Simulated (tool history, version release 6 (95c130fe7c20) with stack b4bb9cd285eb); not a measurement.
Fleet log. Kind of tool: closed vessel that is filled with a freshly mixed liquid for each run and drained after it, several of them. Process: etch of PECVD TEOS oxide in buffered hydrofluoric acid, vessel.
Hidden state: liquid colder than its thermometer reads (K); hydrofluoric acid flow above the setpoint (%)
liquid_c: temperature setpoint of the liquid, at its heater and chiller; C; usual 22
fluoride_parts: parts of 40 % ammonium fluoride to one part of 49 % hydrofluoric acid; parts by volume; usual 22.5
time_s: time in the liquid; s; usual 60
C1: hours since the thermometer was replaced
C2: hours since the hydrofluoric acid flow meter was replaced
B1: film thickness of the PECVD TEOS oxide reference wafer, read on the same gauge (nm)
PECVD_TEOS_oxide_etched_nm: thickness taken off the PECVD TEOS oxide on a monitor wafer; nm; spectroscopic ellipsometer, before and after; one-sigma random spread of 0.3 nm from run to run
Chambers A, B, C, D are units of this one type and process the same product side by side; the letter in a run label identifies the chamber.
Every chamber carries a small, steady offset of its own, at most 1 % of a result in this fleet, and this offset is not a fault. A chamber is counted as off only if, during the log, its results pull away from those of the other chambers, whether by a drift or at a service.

run 1B hour=6.3 | liquid_c=22 fluoride_parts=22.5 time_s=60 | C1=798.1 C2=154.6 | B1=149.96 | PECVD_TEOS_oxide_etched_nm=59.649
run 2C hour=16.0 | liquid_c=22 fluoride_parts=22.5 time_s=60 | C1=996.8 C2=781.8 | B1=149.97 | PECVD_TEOS_oxide_etched_nm=60.661
run 3D hour=23.1 | liquid_c=22 fluoride_parts=22.5 time_s=60 | C1=1077.0 C2=1525.6 | B1=150.01 | PECVD_TEOS_oxide_etched_nm=60.240
run 4A hour=33.3 | liquid_c=22 fluoride_parts=22.5 time_s=60 | C1=983.0 C2=328.5 | B1=149.99 | PECVD_TEOS_oxide_etched_nm=61.244
run 5D hour=40.0 | liquid_c=22 fluoride_parts=22.5 time_s=60 | C1=1093.9 C2=1542.5 | B1=150.01 | PECVD_TEOS_oxide_etched_nm=60.620
run 6A hour=49.5 | liquid_c=22 fluoride_parts=22.5 time_s=60 | C1=999.2 C2=344.7 | B1=150.03 | PECVD_TEOS_oxide_etched_nm=60.584
run 7B hour=62.1 | liquid_c=22 fluoride_parts=19.5 time_s=50 | C1=853.9 C2=210.4 | B1=149.98 | PECVD_TEOS_oxide_etched_nm=55.867
run 8C hour=68.3 | liquid_c=22 fluoride_parts=19.5 time_s=50 | C1=1049.1 C2=834.1 | B1=150.02 | PECVD_TEOS_oxide_etched_nm=55.911
run 9C hour=75.3 | liquid_c=22 fluoride_parts=19.5 time_s=50 | C1=1056.1 C2=841.1 | B1=149.99 | PECVD_TEOS_oxide_etched_nm=55.518
run 10D hour=87.2 | liquid_c=22 fluoride_parts=19.5 time_s=50 | C1=1141.1 C2=1589.7 | B1=150.01 | PECVD_TEOS_oxide_etched_nm=56.047
run 11B hour=97.7 | liquid_c=22 fluoride_parts=22.5 time_s=60 | C1=889.5 C2=246.0 | B1=150.02 | PECVD_TEOS_oxide_etched_nm=60.312
run 12A hour=104.0 | liquid_c=22 fluoride_parts=22.5 time_s=60 | C1=1053.7 C2=399.2 | B1=150.00 | PECVD_TEOS_oxide_etched_nm=60.478
run 13A hour=112.5 | liquid_c=22 fluoride_parts=22.5 time_s=60 | C1=1062.2 C2=407.7 | B1=150.00 | PECVD_TEOS_oxide_etched_nm=60.704
-- hour=112.6 chamber D: hydrofluoric acid flow meter replaced
run 14C hour=119.4 | liquid_c=22 fluoride_parts=22.5 time_s=60 | C1=1100.2 C2=885.2 | B1=149.98 | PECVD_TEOS_oxide_etched_nm=60.005
run 15D hour=128.1 | liquid_c=22 fluoride_parts=22.5 time_s=60 | C1=1182.0 C2=15.6 | B1=150.01 | PECVD_TEOS_oxide_etched_nm=60.835
run 16B hour=134.7 | liquid_c=22 fluoride_parts=22.5 time_s=60 | C1=926.5 C2=283.0 | B1=150.00 | PECVD_TEOS_oxide_etched_nm=60.623
run 17C hour=144.7 | liquid_c=22 fluoride_parts=22.5 time_s=60 | C1=1125.5 C2=910.5 | B1=150.02 | PECVD_TEOS_oxide_etched_nm=59.266
run 18D hour=152.3 | liquid_c=22 fluoride_parts=22.5 time_s=60 | C1=1206.2 C2=39.8 | B1=150.04 | PECVD_TEOS_oxide_etched_nm=60.642
run 19A hour=160.9 | liquid_c=22 fluoride_parts=22.5 time_s=60 | C1=1110.6 C2=456.1 | B1=149.99 | PECVD_TEOS_oxide_etched_nm=60.715
run 20B hour=167.4 | liquid_c=22 fluoride_parts=22.5 time_s=60 | C1=959.2 C2=315.7 | B1=150.01 | PECVD_TEOS_oxide_etched_nm=60.398
run 21C hour=175.7 | liquid_c=22 fluoride_parts=22.5 time_s=60 | C1=1156.5 C2=941.5 | B1=149.98 | PECVD_TEOS_oxide_etched_nm=59.602
run 22B hour=187.2 | liquid_c=22 fluoride_parts=22.5 time_s=60 | C1=979.0 C2=335.5 | B1=149.99 | PECVD_TEOS_oxide_etched_nm=60.231
run 23A hour=194.8 | liquid_c=22 fluoride_parts=22.5 time_s=60 | C1=1144.5 C2=490.0 | B1=149.98 | PECVD_TEOS_oxide_etched_nm=60.627
run 24D hour=201.3 | liquid_c=22 fluoride_parts=27.5 time_s=60 | C1=1255.2 C2=88.8 | B1=149.99 | PECVD_TEOS_oxide_etched_nm=52.603
run 25B hour=213.7 | liquid_c=22 fluoride_parts=27.5 time_s=60 | C1=1005.5 C2=362.0 | B1=150.03 | PECVD_TEOS_oxide_etched_nm=52.209
run 26A hour=226.6 | liquid_c=22 fluoride_parts=27.5 time_s=60 | C1=1176.3 C2=521.8 | B1=149.96 | PECVD_TEOS_oxide_etched_nm=53.229
run 27C hour=238.9 | liquid_c=22 fluoride_parts=27.5 time_s=60 | C1=1219.7 C2=1004.7 | B1=150.01 | PECVD_TEOS_oxide_etched_nm=51.112
run 28D hour=245.2 | liquid_c=22 fluoride_parts=22.5 time_s=60 | C1=1299.1 C2=132.7 | B1=150.02 | PECVD_TEOS_oxide_etched_nm=61.227
-- hour=246.7 chamber A: hydrofluoric acid flow meter replaced
run 29C hour=258.9 | liquid_c=22 fluoride_parts=22.5 time_s=60 | C1=1239.7 C2=1024.7 | B1=150.03 | PECVD_TEOS_oxide_etched_nm=59.300
run 30A hour=265.3 | liquid_c=22 fluoride_parts=22.5 time_s=85 | C1=1215.0 C2=18.6 | B1=150.04 | PECVD_TEOS_oxide_etched_nm=86.584
run 31D hour=274.0 | liquid_c=22 fluoride_parts=22.5 time_s=85 | C1=1327.9 C2=161.5 | B1=150.03 | PECVD_TEOS_oxide_etched_nm=86.373
run 32B hour=287.7 | liquid_c=22 fluoride_parts=22.5 time_s=85 | C1=1079.5 C2=436.0 | B1=149.97 | PECVD_TEOS_oxide_etched_nm=85.350
run 33B hour=293.9 | liquid_c=22 fluoride_parts=22.5 time_s=85 | C1=1085.7 C2=442.2 | B1=149.99 | PECVD_TEOS_oxide_etched_nm=85.427
run 34C hour=305.0 | liquid_c=22 fluoride_parts=22.5 time_s=60 | C1=1285.8 C2=1070.8 | B1=150.05 | PECVD_TEOS_oxide_etched_nm=58.647
run 35A hour=317.6 | liquid_c=22 fluoride_parts=22.5 time_s=60 | C1=1267.3 C2=70.9 | B1=150.03 | PECVD_TEOS_oxide_etched_nm=60.903
run 36D hour=327.3 | liquid_c=22 fluoride_parts=16.5 time_s=75 | C1=1381.2 C2=214.8 | B1=150.01 | PECVD_TEOS_oxide_etched_nm=99.229
run 37C hour=336.6 | liquid_c=22 fluoride_parts=16.5 time_s=75 | C1=1317.4 C2=1102.4 | B1=149.96 | PECVD_TEOS_oxide_etched_nm=95.624
run 38B hour=349.0 | liquid_c=22 fluoride_parts=16.5 time_s=75 | C1=1140.8 C2=497.3 | B1=150.01 | PECVD_TEOS_oxide_etched_nm=98.527
run 39D hour=360.1 | liquid_c=22 fluoride_parts=16.5 time_s=75 | C1=1414.0 C2=247.6 | B1=150.04 | PECVD_TEOS_oxide_etched_nm=99.733
run 40A hour=371.3 | liquid_c=22 fluoride_parts=22.5 time_s=60 | C1=1321.0 C2=124.6 | B1=150.02 | PECVD_TEOS_oxide_etched_nm=60.534
run 41B hour=380.0 | liquid_c=22 fluoride_parts=22.5 time_s=60 | C1=1171.8 C2=528.3 | B1=149.98 | PECVD_TEOS_oxide_etched_nm=60.809
run 42C hour=393.6 | liquid_c=22 fluoride_parts=22.5 time_s=60 | C1=1374.4 C2=1159.4 | B1=149.97 | PECVD_TEOS_oxide_etched_nm=57.994

All 4 chambers run these settings next. Forecast each chamber's results:
run 43A hour=403.5 | liquid_c=27 fluoride_parts=22.5 time_s=60 | PECVD_TEOS_oxide_etched_nm=?
run 43B hour=403.5 | liquid_c=27 fluoride_parts=22.5 time_s=60 | PECVD_TEOS_oxide_etched_nm=?
run 43C hour=403.5 | liquid_c=27 fluoride_parts=22.5 time_s=60 | PECVD_TEOS_oxide_etched_nm=?
run 43D hour=403.5 | liquid_c=27 fluoride_parts=22.5 time_s=60 | PECVD_TEOS_oxide_etched_nm=?

run=43A PECVD_TEOS_oxide_etched_nm=80.101
run=43B PECVD_TEOS_oxide_etched_nm=78.884
run=43C PECVD_TEOS_oxide_etched_nm=75.560
run=43D PECVD_TEOS_oxide_etched_nm=79.028

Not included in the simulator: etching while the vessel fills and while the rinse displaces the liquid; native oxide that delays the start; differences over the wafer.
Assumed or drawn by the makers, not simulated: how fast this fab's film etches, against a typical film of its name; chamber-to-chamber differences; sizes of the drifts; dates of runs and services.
